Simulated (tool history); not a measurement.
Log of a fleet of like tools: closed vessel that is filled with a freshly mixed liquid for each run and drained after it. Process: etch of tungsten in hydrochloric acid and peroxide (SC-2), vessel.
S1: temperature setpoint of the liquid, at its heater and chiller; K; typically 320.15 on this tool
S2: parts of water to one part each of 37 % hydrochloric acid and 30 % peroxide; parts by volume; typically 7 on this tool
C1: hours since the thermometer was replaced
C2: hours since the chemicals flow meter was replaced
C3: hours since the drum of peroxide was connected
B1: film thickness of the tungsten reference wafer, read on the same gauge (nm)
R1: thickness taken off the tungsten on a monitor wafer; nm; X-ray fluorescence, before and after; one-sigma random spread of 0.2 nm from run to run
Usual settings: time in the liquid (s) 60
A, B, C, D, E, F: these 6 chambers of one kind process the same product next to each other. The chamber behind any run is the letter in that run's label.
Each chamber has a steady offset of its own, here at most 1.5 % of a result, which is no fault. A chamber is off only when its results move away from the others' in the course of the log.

run 1B hour=15.1 | S1=320.15 S2=7 time_in_the_liquid_(s)=60 | C1=402.5 C2=778.1 C3=200.4 | B1=79.992 | R1=20.159
-- hour=25.3 chamber E: new drum of peroxide connected
run 2F hour=28.8 | S1=320.15 S2=7 time_in_the_liquid_(s)=60 | C1=144.2 C2=279.6 C3=1098.6 | B1=79.969 | R1=20.714
run 3E hour=44 | S1=320.15 S2=7 time_in_the_liquid_(s)=60 | C1=1411.2 C2=287.3 C3=18.8 | B1=80.008 | R1=20.512
run 4C hour=58.3 | S1=320.15 S2=7 time_in_the_liquid_(s)=60 | C1=383.1 C2=1004.3 C3=296.5 | B1=80.036 | R1=20.571
run 5D hour=67.4 | S1=320.15 S2=7 time_in_the_liquid_(s)=60 | C1=108.8 C2=378.3 C3=221.9 | B1=80.02 | R1=20.506
run 6A hour=81.7 | S1=320.15 S2=7 time_in_the_liquid_(s)=60 | C1=725 C2=924.4 C3=506.7 | B1=79.975 | R1=20.152
run 7A hour=92.7 | S1=320.15 S2=7 time_in_the_liquid_(s)=60 | C1=736 C2=935.4 C3=517.7 | B1=79.986 | R1=20.237
run 8B hour=107.8 | S1=320.15 S2=7 time_in_the_liquid_(s)=60 | C1=495.2 C2=870.8 C3=293.1 | B1=80.015 | R1=20.678
run 9C hour=118.8 | S1=320.15 S2=7 time_in_the_liquid_(s)=60 | C1=443.6 C2=1064.8 C3=357 | B1=79.978 | R1=20.304
run 10E hour=127.8 | S1=320.15 S2=7 time_in_the_liquid_(s)=60 | C1=1495 C2=371.1 C3=102.6 | B1=79.991 | R1=20.422
run 11F hour=138 | S1=320.15 S2=7 time_in_the_liquid_(s)=60 | C1=253.4 C2=388.8 C3=1207.8 | B1=80.014 | R1=20.909
-- hour=140.9 chamber F: new drum of peroxide connected
run 12D hour=150.3 | S1=320.15 S2=7 time_in_the_liquid_(s)=60 | C1=191.7 C2=461.2 C3=304.8 | B1=79.984 | R1=20.616
run 13E hour=158.2 | S1=320.15 S2=7 time_in_the_liquid_(s)=60 | C1=1525.4 C2=401.5 C3=133 | B1=80.006 | R1=20.647
-- hour=164.2 chamber C: new drum of peroxide connected
run 14D hour=172.6 | S1=320.15 S2=7 time_in_the_liquid_(s)=60 | C1=214 C2=483.5 C3=327.1 | B1=79.991 | R1=20.534
run 15F hour=181.6 | S1=320.15 S2=7 time_in_the_liquid_(s)=60 | C1=297 C2=432.4 C3=40.7 | B1=79.971 | R1=20.364
run 16C hour=196.3 | S1=320.15 S2=7 time_in_the_liquid_(s)=60 | C1=521.1 C2=1142.3 C3=32.1 | B1=79.984 | R1=20.732
-- hour=197.7 chamber A: chemicals flow meter replaced
run 17B hour=205.8 | S1=320.15 S2=7 time_in_the_liquid_(s)=60 | C1=593.2 C2=968.8 C3=391.1 | B1=79.974 | R1=20.219
run 18A hour=220.6 | S1=320.15 S2=7 time_in_the_liquid_(s)=60 | C1=863.9 C2=23 C3=645.6 | B1=79.987 | R1=20.338
run 19A hour=228.6 | S1=320.15 S2=7 time_in_the_liquid_(s)=60 | C1=871.9 C2=31 C3=653.6 | B1=79.973 | R1=20.466
run 20C hour=241.7 | S1=320.15 S2=7 time_in_the_liquid_(s)=60 | C1=566.5 C2=1187.7 C3=77.5 | B1=80.003 | R1=20.623
run 21F hour=255.8 | S1=320.15 S2=7 time_in_the_liquid_(s)=60 | C1=371.2 C2=506.6 C3=114.9 | B1=79.977 | R1=20.767
run 22B hour=265.1 | S1=320.15 S2=7 time_in_the_liquid_(s)=60 | C1=652.5 C2=1028.1 C3=450.4 | B1=80.022 | R1=20.196
run 23D hour=273.2 | S1=320.15 S2=7 time_in_the_liquid_(s)=60 | C1=314.6 C2=584.1 C3=427.7 | B1=79.963 | R1=20.875
run 24E hour=283.2 | S1=320.15 S2=7 time_in_the_liquid_(s)=60 | C1=1650.4 C2=526.5 C3=258 | B1=79.954 | R1=20.775
run 25C hour=298.2 | S1=320.15 S2=7 time_in_the_liquid_(s)=60 | C1=623 C2=1244.2 C3=134 | B1=79.992 | R1=20.651
run 26D hour=310.1 | S1=320.15 S2=7 time_in_the_liquid_(s)=60 | C1=351.5 C2=621 C3=464.6 | B1=80.028 | R1=20.271
run 27A hour=324.7 | S1=312.15 S2=5 time_in_the_liquid_(s)=60 | C1=968 C2=127.1 C3=749.7 | B1=79.965 | R1=14.978
run 28F hour=336.6 | S1=312.15 S2=5 time_in_the_liquid_(s)=60 | C1=452 C2=587.4 C3=195.7 | B1=79.979 | R1=14.98
run 29B hour=351.8 | S1=312.15 S2=5 time_in_the_liquid_(s)=60 | C1=739.2 C2=1114.8 C3=537.1 | B1=80.008 | R1=14.822
run 30E hour=362 | S1=312.15 S2=5 time_in_the_liquid_(s)=60 | C1=1729.2 C2=605.3 C3=336.8 | B1=80.006 | R1=14.979
run 31B hour=372.9 | S1=312.15 S2=5 time_in_the_liquid_(s)=60 | C1=760.3 C2=1135.9 C3=558.2 | B1=79.943 | R1=14.984
run 32A hour=382.5 | S1=312.15 S2=5 time_in_the_liquid_(s)=60 | C1=1025.8 C2=184.9 C3=807.5 | B1=79.971 | R1=14.721
run 33C hour=397 | S1=320.15 S2=7 time_in_the_liquid_(s)=60 | C1=721.8 C2=1343 C3=232.8 | B1=80.009 | R1=20.26
run 34E hour=403.7 | S1=320.15 S2=7 time_in_the_liquid_(s)=60 | C1=1770.9 C2=647 C3=378.5 | B1=80.045 | R1=21.003
run 35D hour=411.9 | S1=328.15 S2=7 time_in_the_liquid_(s)=50 | C1=453.3 C2=722.8 C3=566.4 | B1=79.99 | R1=28.9
run 36F hour=421.1 | S1=328.15 S2=7 time_in_the_liquid_(s)=50 | C1=536.5 C2=671.9 C3=280.2 | B1=79.997 | R1=29.372
-- hour=422.6 chamber A: new drum of peroxide connected
run 37E hour=433.8 | S1=328.15 S2=7 time_in_the_liquid_(s)=50 | C1=1801 C2=677.1 C3=408.6 | B1=80.003 | R1=30.369
run 38D hour=448.1 | S1=328.15 S2=7 time_in_the_liquid_(s)=50 | C1=489.5 C2=759 C3=602.6 | B1=79.976 | R1=28.723
run 39A hour=459 | S1=328.15 S2=7 time_in_the_liquid_(s)=50 | C1=1102.3 C2=261.4 C3=36.5 | B1=80.046 | R1=28.62
run 40C hour=473.2 | S1=328.15 S2=7 time_in_the_liquid_(s)=50 | C1=798 C2=1419.2 C3=309 | B1=79.956 | R1=29.231
run 41B hour=485.4 | S1=320.15 S2=7 time_in_the_liquid_(s)=60 | C1=872.8 C2=1248.4 C3=670.7 | B1=79.981 | R1=20.006
run 42F hour=496.4 | S1=320.15 S2=7 time_in_the_liquid_(s)=60 | C1=611.8 C2=747.2 C3=355.5 | B1=80.082 | R1=20.699
run 43F hour=505.2 | S1=320.15 S2=7 time_in_the_liquid_(s)=60 | C1=620.6 C2=756 C3=364.3 | B1=79.972 | R1=20.438
run 44E hour=515.3 | S1=320.15 S2=7 time_in_the_liquid_(s)=60 | C1=1882.5 C2=758.6 C3=490.1 | B1=80.002 | R1=21.412

Each of the 6 chambers runs these same settings next. Fill in every chamber's results:
run 45A hour=526.3 | S1=320.15 S2=7 time_in_the_liquid_(s)=60 | R1=?
run 45B hour=526.3 | S1=320.15 S2=7 time_in_the_liquid_(s)=60 | R1=?
run 45C hour=526.3 | S1=320.15 S2=7 time_in_the_liquid_(s)=60 | R1=?
run 45D hour=526.3 | S1=320.15 S2=7 time_in_the_liquid_(s)=60 | R1=?
run 45E hour=526.3 | S1=320.15 S2=7 time_in_the_liquid_(s)=60 | R1=?
run 45F hour=526.3 | S1=320.15 S2=7 time_in_the_liquid_(s)=60 | R1=?

run=45A R1=20.094
run=45B R1=20.143
run=45C R1=20.457
run=45D R1=20.742
run=45E R1=21.369
run=45F R1=20.217

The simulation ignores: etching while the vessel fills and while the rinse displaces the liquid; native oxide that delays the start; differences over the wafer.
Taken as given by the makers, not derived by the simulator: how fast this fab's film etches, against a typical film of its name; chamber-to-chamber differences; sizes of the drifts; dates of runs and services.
